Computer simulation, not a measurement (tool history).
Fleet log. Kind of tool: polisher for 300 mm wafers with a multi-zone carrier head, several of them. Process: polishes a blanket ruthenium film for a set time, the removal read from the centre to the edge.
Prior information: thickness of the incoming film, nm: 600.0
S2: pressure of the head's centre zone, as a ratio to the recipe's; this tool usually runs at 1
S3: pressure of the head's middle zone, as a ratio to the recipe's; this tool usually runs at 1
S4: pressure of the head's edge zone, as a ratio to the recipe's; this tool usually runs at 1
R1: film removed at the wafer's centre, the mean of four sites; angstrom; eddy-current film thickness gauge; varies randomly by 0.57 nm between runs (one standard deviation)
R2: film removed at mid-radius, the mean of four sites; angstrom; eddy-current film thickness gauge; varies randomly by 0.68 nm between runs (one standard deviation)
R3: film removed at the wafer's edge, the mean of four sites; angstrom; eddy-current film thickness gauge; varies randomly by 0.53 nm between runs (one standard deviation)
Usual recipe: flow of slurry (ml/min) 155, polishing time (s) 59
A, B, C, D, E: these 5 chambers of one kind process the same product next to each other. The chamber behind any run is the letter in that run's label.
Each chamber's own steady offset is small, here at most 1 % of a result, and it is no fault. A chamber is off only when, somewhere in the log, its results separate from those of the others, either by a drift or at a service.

run 1C day=0.133 | flow_of_slurry_(ml/min)=155 S2=1 S3=1 S4=1 polishing_time_(s)=59 | R1=820.29 R2=831.54 R3=822.78
-- day=0.204 chamber E: worn pad replaced by a new one
run 2D day=0.262 | flow_of_slurry_(ml/min)=155 S2=1 S3=1 S4=1 polishing_time_(s)=59 | R1=827.48 R2=836.77 R3=817.46
run 3A day=0.462 | flow_of_slurry_(ml/min)=155 S2=1 S3=1 S4=1 polishing_time_(s)=59 | R1=822.93 R2=841.4 R3=821.22
-- day=0.533 chamber B: worn pad replaced by a new one
run 4B day=0.658 | flow_of_slurry_(ml/min)=155 S2=1 S3=1 S4=1 polishing_time_(s)=59 | R1=837.08 R2=820.15 R3=831.97
run 5E day=0.808 | flow_of_slurry_(ml/min)=120 S2=1 S3=1 S4=1 polishing_time_(s)=45 | R1=602.18 R2=598.98 R3=617.98
run 6A day=1.017 | flow_of_slurry_(ml/min)=120 S2=1 S3=1 S4=1 polishing_time_(s)=45 | R1=594.66 R2=594.55 R3=607.94
run 7D day=1.208 | flow_of_slurry_(ml/min)=120 S2=1 S3=1 S4=1 polishing_time_(s)=45 | R1=600.63 R2=597.11 R3=600.53
-- day=1.338 chamber D: worn pad replaced by a new one
run 8E day=1.417 | flow_of_slurry_(ml/min)=120 S2=1 S3=1 S4=1 polishing_time_(s)=45 | R1=594.12 R2=602.72 R3=612.95
run 9C day=1.517 | flow_of_slurry_(ml/min)=120 S2=1 S3=1 S4=1 polishing_time_(s)=45 | R1=591.11 R2=600.04 R3=607.74
run 10B day=1.629 | flow_of_slurry_(ml/min)=155 S2=1 S3=1 S4=1 polishing_time_(s)=59 | R1=837 R2=833.56 R3=831
run 11A day=1.742 | flow_of_slurry_(ml/min)=155 S2=0.93 S3=0.95 S4=1 polishing_time_(s)=59 | R1=764.04 R2=782.44 R3=826.73
run 12D day=1.896 | flow_of_slurry_(ml/min)=155 S2=0.93 S3=0.95 S4=1 polishing_time_(s)=59 | R1=759.45 R2=783.25 R3=828.23
-- day=1.942 chamber D: edge zone pressure recalibrated
run 13C day=2.008 | flow_of_slurry_(ml/min)=155 S2=0.93 S3=0.95 S4=1 polishing_time_(s)=59 | R1=761.85 R2=782.52 R3=835.82
run 14B day=2.208 | flow_of_slurry_(ml/min)=155 S2=0.93 S3=0.95 S4=1 polishing_time_(s)=59 | R1=774.06 R2=799.18 R3=841.13
-- day=2.271 chamber B: worn pad replaced by a new one
run 15E day=2.421 | flow_of_slurry_(ml/min)=155 S2=0.93 S3=0.95 S4=1 polishing_time_(s)=59 | R1=767.08 R2=797.13 R3=828.24
run 16B day=2.583 | flow_of_slurry_(ml/min)=155 S2=1 S3=1 S4=1 polishing_time_(s)=59 | R1=821.55 R2=833.59 R3=848.22
run 17E day=2.704 | flow_of_slurry_(ml/min)=155 S2=1 S3=1 S4=1 polishing_time_(s)=59 | R1=838.75 R2=829.53 R3=836
-- day=2.838 chamber A: worn pad replaced by a new one
run 18A day=2.846 | flow_of_slurry_(ml/min)=155 S2=1 S3=1 S4=1 polishing_time_(s)=59 | R1=814.51 R2=824.09 R3=820.61
run 19C day=3.033 | flow_of_slurry_(ml/min)=155 S2=1 S3=1 S4=1 polishing_time_(s)=59 | R1=831.96 R2=829.37 R3=818.26
-- day=3.1 chamber D: worn pad replaced by a new one
run 20D day=3.183 | flow_of_slurry_(ml/min)=155 S2=1 S3=1 S4=1 polishing_time_(s)=59 | R1=833.73 R2=835.06 R3=823.65
run 21B day=3.292 | flow_of_slurry_(ml/min)=155 S2=1 S3=1 S4=1 polishing_time_(s)=59 | R1=828.87 R2=824.23 R3=825.16
-- day=3.325 chamber E: worn pad replaced by a new one
run 22D day=3.442 | flow_of_slurry_(ml/min)=155 S2=1 S3=1 S4=1 polishing_time_(s)=59 | R1=818.96 R2=842.07 R3=828.69
run 23E day=3.542 | flow_of_slurry_(ml/min)=130 S2=1 S3=1 S4=1 polishing_time_(s)=59 | R1=795.47 R2=796.79 R3=811.8
run 24C day=3.733 | flow_of_slurry_(ml/min)=130 S2=1 S3=1 S4=1 polishing_time_(s)=59 | R1=787.66 R2=801.59 R3=805.67
run 25A day=3.888 | flow_of_slurry_(ml/min)=130 S2=1 S3=1 S4=1 polishing_time_(s)=59 | R1=765.22 R2=764.6 R3=783.47
run 26E day=4.017 | flow_of_slurry_(ml/min)=130 S2=1 S3=1 S4=1 polishing_time_(s)=59 | R1=792.18 R2=790.92 R3=817.24
run 27D day=4.112 | flow_of_slurry_(ml/min)=130 S2=1 S3=1 S4=1 polishing_time_(s)=59 | R1=794.85 R2=806.03 R3=804.73
-- day=4.229 chamber B: worn pad replaced by a new one
run 28A day=4.267 | flow_of_slurry_(ml/min)=155 S2=1 S3=1 S4=1 polishing_time_(s)=59 | R1=794.89 R2=803.04 R3=804.42
run 29C day=4.371 | flow_of_slurry_(ml/min)=155 S2=1 S3=1 S4=1 polishing_time_(s)=59 | R1=830.4 R2=820.41 R3=831.16
run 30B day=4.55 | flow_of_slurry_(ml/min)=155 S2=1 S3=1 S4=1 polishing_time_(s)=59 | R1=832.95 R2=816.53 R3=838.66
run 31B day=4.733 | flow_of_slurry_(ml/min)=155 S2=1 S3=1 S4=1 polishing_time_(s)=59 | R1=833.48 R2=831.7 R3=832.9
run 32E day=4.95 | flow_of_slurry_(ml/min)=155 S2=1 S3=1 S4=1 polishing_time_(s)=59 | R1=827.38 R2=834.32 R3=828.62

One chamber off, gauge drift, or nothing amiss beyond the chambers' own small offsets? If it is a chamber, which one, and what is the likeliest cause?

It is chamber A that slowly wanders off from its peers.
Most likely cause: slurry flow missing at the pad, % = 21.5.

Here are 4 candidates for chamber A's next run, each the usual settings with a change, their results left as question marks. Which one brings its results back in line with what the others give on the usual settings?
In line means no further than this from the other chambers' mean on the usual settings: R1 20 angstrom; R2 24 angstrom; R3 19 angstrom
run 33A-1 day=5.108 | flow_of_slurry_(ml/min)=160 S2=1.01 S3=1.01 S4=0.99 polishing_time_(s)=61 | R1=? R2=? R3=?
run 33A-2 day=5.108 | flow_of_slurry_(ml/min)=155 S2=1 S3=1 S4=1 polishing_time_(s)=60 | R1=? R2=? R3=?
run 33A-3 day=5.108 | flow_of_slurry_(ml/min)=150 S2=0.99 S3=0.99 S4=1.01 polishing_time_(s)=57 | R1=? R2=? R3=?
run 33A-4 day=5.108 | flow_of_slurry_(ml/min)=155 S2=1 S3=1 S4=1 polishing_time_(s)=58 | R1=? R2=? R3=?

What the other chambers average on the usual settings: R1 828.53 angstrom; R2 829.99 angstrom; R3 828.87 angstrom
run=33A-1 R1=825.37 R2=828.44 R3=823.6
run=33A-2 R1=796.39 R2=801.42 R3=810.36
run=33A-3 R1=741.66 R2=748.36 R3=769.82
run=33A-4 R1=769.84 R2=774.71 R3=783.35
The answer is 33A-1, which returns the chamber to within the allowed miss of the others.
